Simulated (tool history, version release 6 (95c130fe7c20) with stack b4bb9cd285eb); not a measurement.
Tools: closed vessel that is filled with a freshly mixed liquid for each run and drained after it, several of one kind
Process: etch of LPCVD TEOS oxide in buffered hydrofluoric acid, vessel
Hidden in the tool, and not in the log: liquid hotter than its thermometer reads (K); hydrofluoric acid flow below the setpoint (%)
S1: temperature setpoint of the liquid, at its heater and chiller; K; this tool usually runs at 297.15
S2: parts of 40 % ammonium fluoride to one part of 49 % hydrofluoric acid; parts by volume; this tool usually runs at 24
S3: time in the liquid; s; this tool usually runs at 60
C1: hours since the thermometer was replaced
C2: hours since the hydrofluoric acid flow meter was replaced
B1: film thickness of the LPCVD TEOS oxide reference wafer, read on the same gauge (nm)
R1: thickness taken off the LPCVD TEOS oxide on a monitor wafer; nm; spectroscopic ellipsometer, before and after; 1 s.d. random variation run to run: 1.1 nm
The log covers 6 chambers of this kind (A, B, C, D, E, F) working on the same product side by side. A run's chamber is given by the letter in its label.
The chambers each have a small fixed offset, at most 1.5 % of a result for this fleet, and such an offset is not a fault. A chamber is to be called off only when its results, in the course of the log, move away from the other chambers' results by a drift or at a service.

run	hour	S1	S2	S3	C1	C2	B1	R1
1C	13.0	297.15	24	60	1869.4	38.0	99.969	124.59
2E	25.6	297.15	24	60	1460.6	374.0	100.020	123.38
3A	33.9	297.15	24	60	949.2	436.9	100.020	124.77
4F	45.4	297.15	24	60	229.9	172.6	99.998	126.73
5B	55.9	297.15	24	60	150.1	852.9	99.988	124.80
6D	66.1	297.15	24	60	102.8	623.5	100.010	126.31
7B	79.4	297.15	24	60	173.6	876.4	100.010	125.02
8A	88.8	297.15	24	60	1004.1	491.8	99.991	124.57
# hour 89.2: chamber A: hydrofluoric acid flow meter replaced
9C	103.7	297.15	24	60	1960.1	128.7	100.010	122.56
10D	112.0	297.15	24	60	148.7	669.4	100.000	126.00
11E	126.6	297.15	24	60	1561.6	475.0	100.030	126.97
12F	137.9	297.15	24	60	322.4	265.1	99.988	123.95
13E	152.6	297.15	24	60	1587.6	501.0	100.020	124.41
14A	159.9	297.15	24	60	1075.2	70.8	99.985	124.23
15C	173.7	297.15	24	60	2030.1	198.7	99.980	124.10
16B	185.1	297.15	24	60	279.3	982.1	99.993	124.70
17F	200.3	297.15	24	60	384.8	327.5	99.980	122.01
18D	211.8	297.15	24	60	248.5	769.2	100.040	124.56
19A	221.6	297.15	24	60	1136.9	132.5	99.998	124.62
20F	234.1	297.15	24	60	418.6	361.3	100.030	124.28
21D	242.5	297.15	24	60	279.2	799.9	100.000	126.56
22B	253.1	297.15	24	60	347.3	1050.1	100.040	125.22
23E	267.7	297.15	24	60	1702.7	616.1	100.020	124.77
24C	281.4	297.15	24	60	2137.8	306.4	99.974	125.11
25C	293.4	297.15	24	60	2149.8	318.4	99.962	123.74
26E	307.8	297.15	24	60	1742.8	656.2	99.981	125.26
27D	322.4	297.15	24	60	359.1	879.8	100.060	126.43
28B	334.6	297.15	24	60	428.8	1131.6	99.995	125.78
29F	348.2	297.15	24	60	532.7	475.4	100.030	125.04
# hour 350.8: chamber D: hydrofluoric acid flow meter replaced
30A	362.9	297.15	30	60	1278.2	273.8	100.000	105.94
31B	374.7	297.15	30	60	468.9	1171.7	99.971	106.49
32A	382.2	297.15	30	60	1297.5	293.1	100.020	106.70
33C	392.3	297.15	30	60	2248.7	417.3	99.996	105.97
34D	400.8	297.15	30	60	437.5	50.0	100.010	107.03
# hour 403.6: chamber C: thermometer replaced
35F	407.9	297.15	30	60	592.4	535.1	99.968	105.87
36E	415.3	297.15	24	60	1850.3	763.7	100.050	125.37
37C	425.1	297.15	24	60	21.6	450.1	99.994	123.43
38D	434.2	297.15	30	60	470.9	83.4	100.010	107.58
39E	447.6	297.15	30	60	1882.6	796.0	100.030	107.24
40A	456.8	297.15	30	60	1372.1	367.7	99.946	106.94
41F	470.5	297.15	30	60	655.0	597.7	100.020	107.46
42B	478.9	297.15	30	60	573.1	1275.9	99.974	107.42
43B	487.8	297.15	30	60	582.0	1284.8	99.997	109.07

One chamber off, gauge drift, or nothing amiss beyond the chambers' own small offsets? If it is a chamber, which one, and what is the likeliest cause?

The fleet is healthy, with each chamber sitting at its usual small offset and no drift in the gauge.
